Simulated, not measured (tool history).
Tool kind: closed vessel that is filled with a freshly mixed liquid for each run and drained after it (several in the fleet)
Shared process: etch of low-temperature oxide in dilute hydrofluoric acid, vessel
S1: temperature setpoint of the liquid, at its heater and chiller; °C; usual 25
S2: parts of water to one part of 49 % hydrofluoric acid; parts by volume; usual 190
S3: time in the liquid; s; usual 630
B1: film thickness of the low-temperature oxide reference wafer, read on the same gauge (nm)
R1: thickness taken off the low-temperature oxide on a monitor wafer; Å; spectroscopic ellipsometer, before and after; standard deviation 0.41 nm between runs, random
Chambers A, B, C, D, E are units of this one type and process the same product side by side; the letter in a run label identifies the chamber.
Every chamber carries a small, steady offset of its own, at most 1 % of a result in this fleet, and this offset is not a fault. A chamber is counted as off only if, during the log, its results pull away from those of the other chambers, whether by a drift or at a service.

run,hour,S1,S2,S3,B1,R1
1D,14.6,25,190,630,120.02,540.1
# hour 18.2: chamber A: hydrofluoric acid flow meter replaced
2A,28.7,25,190,630,120.03,524.37
3C,35.7,25,190,630,120.03,535.47
4E,44.6,25,190,630,120,534.73
5B,51.1,25,190,630,120.05,528.01
6C,60.8,25,190,630,119.94,533.21
# hour 62.6: chamber D: hydrofluoric acid flow meter replaced
7B,68.7,25,190,630,120.02,536.55
8E,77.2,25,190,630,120,533.9
9A,89.5,25,220,630,119.99,441.35
10D,98.2,25,220,630,120.01,444.77
11E,106.9,25,220,630,120,447.59
12A,118.1,25,220,630,119.98,446.28
13C,132.9,25,220,630,119.98,449.25
14D,142.9,25,190,630,119.98,522.87
15B,150.9,21.5,190,475,120,361.53
16A,162.2,21.5,190,475,119.98,346.56
17E,174.8,21.5,190,475,120,355.48
# hour 182.2: chamber B: hydrofluoric acid flow meter replaced
18D,184.2,21.5,190,475,120,347.65
19B,194.9,21.5,190,475,120.01,360.6
20C,206.7,25,190,630,120.03,544.69
21A,219.4,25,190,630,119.94,532.99
22E,226.4,25,190,630,120,538.43
23D,237.6,25,190,630,120.02,527.19
24B,244.5,25,190,630,120.03,553.82
25C,253.1,25,100,630,119.98,1146.9
26A,263,25,100,630,120.02,1126.1
27D,270.7,25,100,630,120.06,1126.8
28B,280,25,100,630,119.99,1203.1
29C,293.9,25,100,630,119.98,1140.7
30E,302.5,25,145,630,119.98,739.71
31E,311.9,25,145,630,119.97,741.72
32D,326.2,25,145,630,119.99,725.84
33C,335.8,25,145,630,119.98,742.87
34A,350.7,25,145,630,120.01,736.19

Does one chamber stand apart from the rest, does the shared gauge drift, or is all well apart from small per-chamber offsets? Give the chamber and the most likely cause, where there is one.

It is chamber B that slowly wanders off from its peers.
What lies behind it: liquid hotter than its thermometer reads (K) = 2.5.

Here are 4 candidates for chamber B's next run, each the usual settings with a change, their results left as question marks. Which one brings its results back in line with what the others give on the usual settings?
In line means no further than this from the other chambers' mean on the usual settings: R1 15 Å
35B-1,361.5,25,190,650,,?
35B-2,361.5,25,185,655,,?
35B-3,361.5,22.5,190,630,,?
35B-4,361.5,25,190,610,,?

Average result of the remaining chambers running the usual settings: R1 532.97 Å
run,R1
35B-1,596.41
35B-2,621.23
35B-3,528.1
35B-4,559.71
The right change is 35B-3: it brings the chamber back within the allowed miss of the others.

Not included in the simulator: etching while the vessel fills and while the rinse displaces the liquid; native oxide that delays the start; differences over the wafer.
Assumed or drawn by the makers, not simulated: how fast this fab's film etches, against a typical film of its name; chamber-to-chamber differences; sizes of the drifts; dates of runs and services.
